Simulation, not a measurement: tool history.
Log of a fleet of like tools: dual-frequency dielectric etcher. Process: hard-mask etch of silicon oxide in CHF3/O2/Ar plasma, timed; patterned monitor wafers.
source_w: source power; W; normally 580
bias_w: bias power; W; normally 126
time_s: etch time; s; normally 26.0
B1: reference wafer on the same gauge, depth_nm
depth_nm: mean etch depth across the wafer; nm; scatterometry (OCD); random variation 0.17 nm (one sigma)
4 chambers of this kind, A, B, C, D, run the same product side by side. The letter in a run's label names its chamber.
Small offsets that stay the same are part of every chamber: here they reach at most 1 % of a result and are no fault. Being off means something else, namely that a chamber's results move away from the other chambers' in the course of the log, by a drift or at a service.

Run 1D, hour 5.4: usual settings; B1 44.406. Result: depth_nm 45.246 nm.
Run 2C, hour 14.7: usual settings; B1 44.393. Result: depth_nm 44.676 nm.
At hour 23.1: chamber C: bias power generator calibrated.
Run 3B, hour 25.1: usual settings; B1 44.424. Result: depth_nm 45.301 nm.
Run 4A, hour 32.3: usual settings; B1 44.425. Result: depth_nm 44.897 nm.
Run 5D, hour 39.9: usual settings but bias_w 110 W, time_s 29.5 s; B1 44.400. Result: depth_nm 49.470 nm.
Run 6B, hour 46.0: usual settings but bias_w 110 W, time_s 29.5 s; B1 44.433. Result: depth_nm 49.354 nm.
Run 7C, hour 51.1: usual settings but bias_w 110 W, time_s 29.5 s; B1 44.396. Result: depth_nm 48.907 nm.
Run 8A, hour 59.0: usual settings but bias_w 110 W, time_s 29.5 s; B1 44.413. Result: depth_nm 49.217 nm.
Run 9A, hour 67.5: usual settings; B1 44.393. Result: depth_nm 45.027 nm.
Run 10B, hour 77.6: usual settings; B1 44.367. Result: depth_nm 45.116 nm.
Run 11D, hour 83.3: usual settings; B1 44.392. Result: depth_nm 45.552 nm.
Run 12C, hour 93.6: usual settings; B1 44.371. Result: depth_nm 44.903 nm.
Run 13C, hour 104.6: usual settings but source_w 510 W; B1 44.406. Result: depth_nm 42.640 nm.
Run 14A, hour 114.2: usual settings but source_w 510 W; B1 44.403. Result: depth_nm 43.112 nm.
Run 15B, hour 124.1: usual settings but source_w 510 W; B1 44.366. Result: depth_nm 43.046 nm.
Run 16D, hour 134.9: usual settings but source_w 510 W; B1 44.389. Result: depth_nm 43.737 nm.
Run 17C, hour 141.5: usual settings but time_s 29.5 s; B1 44.403. Result: depth_nm 51.144 nm.
Run 18D, hour 150.5: usual settings but time_s 29.5 s; B1 44.412. Result: depth_nm 52.665 nm.
Run 19B, hour 157.1: usual settings but time_s 29.5 s; B1 44.436. Result: depth_nm 51.455 nm.
Run 20A, hour 167.0: usual settings but time_s 29.5 s; B1 44.428. Result: depth_nm 51.224 nm.
Run 21C, hour 176.1: usual settings but source_w 710 W, time_s 33.0 s; B1 44.391. Result: depth_nm 61.428 nm.
Run 22A, hour 185.3: usual settings but source_w 710 W, time_s 33.0 s; B1 44.410. Result: depth_nm 61.919 nm.
Run 23D, hour 193.1: usual settings but source_w 710 W, time_s 33.0 s; B1 44.414. Result: depth_nm 64.086 nm.
Run 24B, hour 201.2: usual settings but source_w 710 W, time_s 33.0 s; B1 44.415. Result: depth_nm 62.505 nm.
Run 25A, hour 207.3: usual settings; B1 44.452. Result: depth_nm 45.326 nm.
Run 26C, hour 217.7: usual settings; B1 44.382. Result: depth_nm 45.146 nm.
Run 27B, hour 225.5: usual settings but time_s 23.5 s; B1 44.401. Result: depth_nm 40.802 nm.
Run 28D, hour 230.9: usual settings but time_s 23.5 s; B1 44.416. Result: depth_nm 42.310 nm.
Run 29A, hour 238.3: usual settings but time_s 23.5 s; B1 44.391. Result: depth_nm 40.432 nm.

Is one chamber out of step, is the gauge drifting, or do the chambers differ by no more than their own small offsets? For an off chamber, give its letter and the likeliest cause.

Little by little, chamber D moves away from the other chambers.
Most likely cause: etch rate over this chamber's usual, % = 3.69.

Below are 4 candidate recipes for chamber D's next run, each the usual settings with a change, their results shown as question marks. Which of them brings D's results back in line with what the other chambers give on the usual settings?
In-line tolerance around the mean of the other chambers on the usual settings: depth_nm 0.600 nm
Run 30D-1, hour 246.2: usual settings but source_w 650 W, bias_w 138 W. Result: depth_nm ?.
Run 30D-2, hour 246.2: usual settings but bias_w 127 W, time_s 27.0 s. Result: depth_nm ?.
Run 30D-3, hour 246.2: usual settings but source_w 520 W, bias_w 115 W. Result: depth_nm ?.
Run 30D-4, hour 246.2: usual settings but bias_w 125 W, time_s 25.0 s. Result: depth_nm ?.

Other chambers, usual settings, mean: depth_nm 45.143 nm
  run  depth_nm
30D-1    50.544
30D-2    48.901
30D-3    43.743
30D-4    45.059
30D-4 is the one that brings the chamber's results back in line with the other chambers.

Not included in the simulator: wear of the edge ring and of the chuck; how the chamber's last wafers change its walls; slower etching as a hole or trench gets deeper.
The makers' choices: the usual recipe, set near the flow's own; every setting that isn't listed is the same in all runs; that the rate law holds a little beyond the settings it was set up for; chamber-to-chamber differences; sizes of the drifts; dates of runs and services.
